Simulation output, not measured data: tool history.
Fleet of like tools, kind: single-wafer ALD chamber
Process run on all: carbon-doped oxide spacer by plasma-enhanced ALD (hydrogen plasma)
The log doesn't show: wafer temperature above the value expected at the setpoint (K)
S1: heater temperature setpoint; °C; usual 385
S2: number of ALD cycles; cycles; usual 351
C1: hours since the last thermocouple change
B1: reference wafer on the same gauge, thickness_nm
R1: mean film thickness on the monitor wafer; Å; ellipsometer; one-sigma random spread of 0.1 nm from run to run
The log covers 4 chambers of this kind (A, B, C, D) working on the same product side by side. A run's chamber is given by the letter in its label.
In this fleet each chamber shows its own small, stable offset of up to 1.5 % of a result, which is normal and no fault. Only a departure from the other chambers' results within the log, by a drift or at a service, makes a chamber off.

{"run": "1B", "day": 0.404, "S1": 385, "S2": 351, "C1": 1444.1, "B1": 20.191, "R1": 176.78}
{"run": "2A", "day": 0.796, "S1": 385, "S2": 351, "C1": 910.7, "B1": 20.182, "R1": 175.97}
{"run": "3D", "day": 1.017, "S1": 385, "S2": 351, "C1": 2086.4, "B1": 20.212, "R1": 173.57}
{"run": "4C", "day": 1.212, "S1": 385, "S2": 351, "C1": 713.8, "B1": 20.185, "R1": 173.23}
{"run": "5C", "day": 1.596, "S1": 385, "S2": 351, "C1": 723, "B1": 20.22, "R1": 173.54}
{"run": "6D", "day": 1.896, "S1": 385, "S2": 351, "C1": 2107.5, "B1": 20.211, "R1": 172.19}
{"run": "7B", "day": 2.1, "S1": 385, "S2": 351, "C1": 1484.8, "B1": 20.202, "R1": 177.29}
{"run": "8A", "day": 2.308, "S1": 385, "S2": 351, "C1": 947, "B1": 20.229, "R1": 175.53}
{"run": "9B", "day": 2.642, "S1": 385, "S2": 351, "C1": 1497.8, "B1": 20.183, "R1": 175.94}
{"run": "10D", "day": 2.883, "S1": 385, "S2": 351, "C1": 2131.2, "B1": 20.21, "R1": 174.51}
{"run": "11C", "day": 3.258, "S1": 385, "S2": 351, "C1": 762.9, "B1": 20.206, "R1": 174.08}
{"run": "12A", "day": 3.633, "S1": 385, "S2": 351, "C1": 978.8, "B1": 20.237, "R1": 175.04}
{"run": "13B", "day": 3.817, "S1": 385, "S2": 351, "C1": 1526, "B1": 20.194, "R1": 174.18}
{"run": "14C", "day": 4.117, "S1": 385, "S2": 351, "C1": 783.5, "B1": 20.195, "R1": 175.73}
{"run": "15A", "day": 4.454, "S1": 385, "S2": 351, "C1": 998.5, "B1": 20.188, "R1": 176.75}
{"run": "16D", "day": 4.862, "S1": 385, "S2": 351, "C1": 2178.7, "B1": 20.183, "R1": 174.84}
{"run": "17D", "day": 5.233, "S1": 385, "S2": 351, "C1": 2187.6, "B1": 20.176, "R1": 173.24}
{"run": "18B", "day": 5.525, "S1": 396, "S2": 307, "C1": 1567, "B1": 20.21, "R1": 154.17}
{"run": "19C", "day": 5.925, "S1": 396, "S2": 307, "C1": 826.9, "B1": 20.183, "R1": 150.12}
{"run": "20A", "day": 6.158, "S1": 396, "S2": 307, "C1": 1039.4, "B1": 20.181, "R1": 153.8}
{"run": "21C", "day": 6.562, "S1": 396, "S2": 307, "C1": 842.2, "B1": 20.214, "R1": 152.59}
{"run": "22D", "day": 6.925, "S1": 395, "S2": 287, "C1": 2228.2, "B1": 20.216, "R1": 141}
{"run": "23A", "day": 7.225, "S1": 395, "S2": 287, "C1": 1065, "B1": 20.247, "R1": 142.16}
{"run": "24B", "day": 7.504, "S1": 395, "S2": 287, "C1": 1614.5, "B1": 20.19, "R1": 142.52}
{"run": "25A", "day": 7.721, "S1": 395, "S2": 287, "C1": 1076.9, "B1": 20.207, "R1": 144.26}
{"run": "26B", "day": 7.938, "S1": 392, "S2": 328, "C1": 1624.9, "B1": 20.207, "R1": 163.42}
{"run": "27D", "day": 8.183, "S1": 392, "S2": 328, "C1": 2258.4, "B1": 20.183, "R1": 160.86}

Next, all 4 chambers run the settings below, one line each with question marks for the results. What does each chamber give?
{"run": "28A", "day": 8.479, "S1": 385, "S2": 351, "R1": "?"}
{"run": "28B", "day": 8.479, "S1": 385, "S2": 351, "R1": "?"}
{"run": "28C", "day": 8.479, "S1": 385, "S2": 351, "R1": "?"}
{"run": "28D", "day": 8.479, "S1": 385, "S2": 351, "R1": "?"}

run=28A R1=174.79
run=28B R1=174.51
run=28C R1=173.68
run=28D R1=173.68

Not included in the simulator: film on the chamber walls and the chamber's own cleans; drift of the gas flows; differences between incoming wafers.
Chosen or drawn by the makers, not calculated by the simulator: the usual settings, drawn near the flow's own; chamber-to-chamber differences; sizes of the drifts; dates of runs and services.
